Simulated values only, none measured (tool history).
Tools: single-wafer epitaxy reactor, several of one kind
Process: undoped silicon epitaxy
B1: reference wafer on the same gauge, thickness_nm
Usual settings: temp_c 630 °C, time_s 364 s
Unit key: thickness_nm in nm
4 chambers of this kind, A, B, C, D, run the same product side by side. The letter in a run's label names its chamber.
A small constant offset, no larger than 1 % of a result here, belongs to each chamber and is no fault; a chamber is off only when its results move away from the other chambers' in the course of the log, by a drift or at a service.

Run 1B, hour 4.8: usual settings; B1 40.216. Result: thickness_nm 38.920 nm.
Run 2D, hour 11.4: usual settings; B1 40.214. Result: thickness_nm 39.219 nm.
Run 3C, hour 16.0: usual settings; B1 40.222. Result: thickness_nm 38.951 nm.
Run 4A, hour 19.3: usual settings; B1 40.206. Result: thickness_nm 38.883 nm.
Run 5B, hour 23.3: usual settings; B1 40.184. Result: thickness_nm 39.018 nm.
Run 6A, hour 28.5: usual settings; B1 40.205. Result: thickness_nm 38.919 nm.
Run 7C, hour 32.5: usual settings; B1 40.172. Result: thickness_nm 39.368 nm.
Run 8D, hour 36.9: usual settings; B1 40.157. Result: thickness_nm 39.508 nm.
Run 9C, hour 42.9: usual settings; B1 40.212. Result: thickness_nm 39.369 nm.
Run 10A, hour 48.8: usual settings; B1 40.203. Result: thickness_nm 39.176 nm.
Run 11B, hour 52.0: usual settings; B1 40.223. Result: thickness_nm 38.973 nm.
Run 12D, hour 55.0: usual settings; B1 40.173. Result: thickness_nm 39.082 nm.
Run 13D, hour 60.8: usual settings; B1 40.241. Result: thickness_nm 38.915 nm.
Run 14C, hour 64.1: usual settings; B1 40.192. Result: thickness_nm 39.679 nm.
Run 15A, hour 70.2: usual settings but temp_c 644 °C, time_s 316 s; B1 40.213. Result: thickness_nm 46.187 nm.
Run 16B, hour 76.1: usual settings but temp_c 644 °C, time_s 316 s; B1 40.223. Result: thickness_nm 46.565 nm.
Run 17A, hour 81.0: usual settings but temp_c 644 °C, time_s 316 s; B1 40.208. Result: thickness_nm 46.059 nm.
Run 18C, hour 85.6: usual settings but temp_c 644 °C, time_s 316 s; B1 40.198. Result: thickness_nm 46.649 nm.
Run 19B, hour 89.2: usual settings; B1 40.212. Result: thickness_nm 39.001 nm.
Run 20D, hour 93.9: usual settings; B1 40.254. Result: thickness_nm 39.267 nm.
Run 21B, hour 98.3: usual settings; B1 40.202. Result: thickness_nm 38.953 nm.
At hour 102.9: chamber D: pyrometer calibrated.
Run 22A, hour 104.2: usual settings; B1 40.174. Result: thickness_nm 38.945 nm.
Run 23C, hour 108.1: usual settings; B1 40.209. Result: thickness_nm 39.219 nm.
Run 24D, hour 113.8: usual settings; B1 40.178. Result: thickness_nm 37.490 nm.
Run 25A, hour 120.4: usual settings; B1 40.225. Result: thickness_nm 38.946 nm.
Run 26C, hour 125.7: usual settings; B1 40.256. Result: thickness_nm 39.528 nm.
Run 27D, hour 130.0: usual settings; B1 40.143. Result: thickness_nm 37.797 nm.
Run 28B, hour 135.9: usual settings; B1 40.220. Result: thickness_nm 38.641 nm.
Run 29B, hour 140.9: usual settings but temp_c 637 °C, time_s 394 s; B1 40.186. Result: thickness_nm 49.395 nm.
Run 30A, hour 146.9: usual settings but temp_c 637 °C, time_s 394 s; B1 40.186. Result: thickness_nm 49.398 nm.
Run 31C, hour 151.5: usual settings but temp_c 637 °C, time_s 394 s; B1 40.191. Result: thickness_nm 49.736 nm.
Run 32D, hour 157.4: usual settings but temp_c 637 °C, time_s 394 s; B1 40.175. Result: thickness_nm 47.804 nm.
Run 33A, hour 163.2: usual settings; B1 40.208. Result: thickness_nm 39.082 nm.
Run 34C, hour 167.7: usual settings; B1 40.181. Result: thickness_nm 39.151 nm.
Run 35B, hour 172.3: usual settings; B1 40.190. Result: thickness_nm 39.088 nm.
Run 36D, hour 177.1: usual settings; B1 40.211. Result: thickness_nm 37.585 nm.

Is one chamber out of step, is the gauge drifting, or do the chambers differ by no more than their own small offsets? For an off chamber, give its letter and the likeliest cause.

A service left chamber D off against the others.
Most likely cause: wafer temperature below the value expected at the setpoint (K) = 1.92.

Here are 4 candidates for chamber D's next run, each the usual settings with a change, their results left as question marks. Which one brings its results back in line with what the others give on the usual settings?
To be in line, a result may differ from the other chambers' mean on the usual settings by at most: thickness_nm 0.510 nm
Run 37D-1, hour 182.0: usual settings but time_s 379 s. Result: thickness_nm ?.
Run 37D-2, hour 182.0: usual settings but time_s 334 s. Result: thickness_nm ?.
Run 37D-3, hour 182.0: usual settings but time_s 349 s. Result: thickness_nm ?.
Run 37D-4, hour 182.0: usual settings but time_s 394 s. Result: thickness_nm ?.

Average result of the remaining chambers running the usual settings: thickness_nm 39.073 nm
  run  thickness_nm
37D-1        39.124
37D-2        34.478
37D-3        36.027
37D-4        40.672
The answer is 37D-1, which returns the chamber to within the allowed miss of the others.

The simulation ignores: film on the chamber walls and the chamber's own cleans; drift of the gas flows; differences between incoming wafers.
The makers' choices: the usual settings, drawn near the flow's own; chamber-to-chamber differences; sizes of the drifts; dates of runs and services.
